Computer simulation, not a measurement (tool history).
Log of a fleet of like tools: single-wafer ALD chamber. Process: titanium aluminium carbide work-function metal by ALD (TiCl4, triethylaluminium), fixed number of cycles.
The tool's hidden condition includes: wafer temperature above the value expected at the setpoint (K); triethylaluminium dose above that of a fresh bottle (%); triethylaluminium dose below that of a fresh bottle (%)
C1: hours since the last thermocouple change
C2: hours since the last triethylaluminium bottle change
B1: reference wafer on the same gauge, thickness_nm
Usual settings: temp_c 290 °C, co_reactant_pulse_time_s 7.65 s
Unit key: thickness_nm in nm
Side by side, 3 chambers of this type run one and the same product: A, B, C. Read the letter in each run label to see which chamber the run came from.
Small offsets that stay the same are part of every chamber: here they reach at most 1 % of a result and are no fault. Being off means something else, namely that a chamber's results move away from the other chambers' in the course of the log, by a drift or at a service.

Run 1A, hour 7.2: usual settings; C1 1303.4; C2 634.8; B1 2.0692. Result: thickness_nm 1.8401 nm.
Run 2C, hour 17.5: usual settings; C1 1438.2; C2 1003.7; B1 2.0683. Result: thickness_nm 1.8154 nm.
Run 3B, hour 29.3: usual settings; C1 274.2; C2 545.5; B1 2.0692. Result: thickness_nm 1.8460 nm.
Run 4A, hour 40.3: usual settings; C1 1336.5; C2 667.9; B1 2.0683. Result: thickness_nm 1.8402 nm.
Run 5C, hour 49.6: usual settings but temp_c 299 °C, co_reactant_pulse_time_s 5.80 s; C1 1470.3; C2 1035.8; B1 2.0666. Result: thickness_nm 1.7726 nm.
Run 6B, hour 63.7: usual settings but temp_c 299 °C, co_reactant_pulse_time_s 5.80 s; C1 308.6; C2 579.9; B1 2.0659. Result: thickness_nm 1.7799 nm.
Run 7B, hour 76.1: usual settings but temp_c 299 °C, co_reactant_pulse_time_s 5.80 s; C1 321.0; C2 592.3; B1 2.0655. Result: thickness_nm 1.7769 nm.
Run 8A, hour 87.3: usual settings; C1 1383.5; C2 714.9; B1 2.0644. Result: thickness_nm 1.8396 nm.
Run 9C, hour 93.7: usual settings but temp_c 275 °C; C1 1514.4; C2 1079.9; B1 2.0649. Result: thickness_nm 1.6916 nm.
Run 10A, hour 107.1: usual settings but temp_c 275 °C; C1 1403.3; C2 734.7; B1 2.0628. Result: thickness_nm 1.7183 nm.
Run 11C, hour 114.6: usual settings but temp_c 275 °C; C1 1535.3; C2 1100.8; B1 2.0625. Result: thickness_nm 1.6958 nm.
Run 12B, hour 126.4: usual settings but temp_c 284 °C, co_reactant_pulse_time_s 6.12 s; C1 371.3; C2 642.6; B1 2.0616. Result: thickness_nm 1.6929 nm.
Run 13C, hour 134.7: usual settings but temp_c 284 °C, co_reactant_pulse_time_s 6.12 s; C1 1555.4; C2 1120.9; B1 2.0619. Result: thickness_nm 1.6691 nm.
Run 14B, hour 142.9: usual settings but temp_c 284 °C, co_reactant_pulse_time_s 6.12 s; C1 387.8; C2 659.1; B1 2.0601. Result: thickness_nm 1.6935 nm.
Run 15A, hour 151.7: usual settings but co_reactant_pulse_time_s 10.28 s; C1 1447.9; C2 779.3; B1 2.0606. Result: thickness_nm 1.9191 nm.
Run 16B, hour 162.2: usual settings but co_reactant_pulse_time_s 10.28 s; C1 407.1; C2 678.4; B1 2.0597. Result: thickness_nm 1.9147 nm.
Run 17C, hour 173.7: usual settings but co_reactant_pulse_time_s 10.28 s; C1 1594.4; C2 1159.9; B1 2.0590. Result: thickness_nm 1.8973 nm.
Run 18A, hour 182.1: usual settings; C1 1478.3; C2 809.7; B1 2.0594. Result: thickness_nm 1.8369 nm.
Run 19B, hour 191.9: usual settings; C1 436.8; C2 708.1; B1 2.0578. Result: thickness_nm 1.8342 nm.
Run 20C, hour 201.2: usual settings; C1 1621.9; C2 1187.4; B1 2.0570. Result: thickness_nm 1.8115 nm.
At hour 204.8: chamber A: thermocouple changed; heater temperature recalibrated.
Run 21A, hour 211.1: usual settings; C1 6.4; C2 838.7; B1 2.0567. Result: thickness_nm 1.8337 nm.

Next, all 3 chambers run the settings below, one line each with question marks for the results. What does each chamber give?
Run 22A, hour 221.1: usual settings but co_reactant_pulse_time_s 6.48 s. Result: thickness_nm ?.
Run 22B, hour 221.1: usual settings but co_reactant_pulse_time_s 6.48 s. Result: thickness_nm ?.
Run 22C, hour 221.1: usual settings but co_reactant_pulse_time_s 6.48 s. Result: thickness_nm ?.

run  thickness_nm
22A        1.7677
22B        1.7570
22C        1.7423
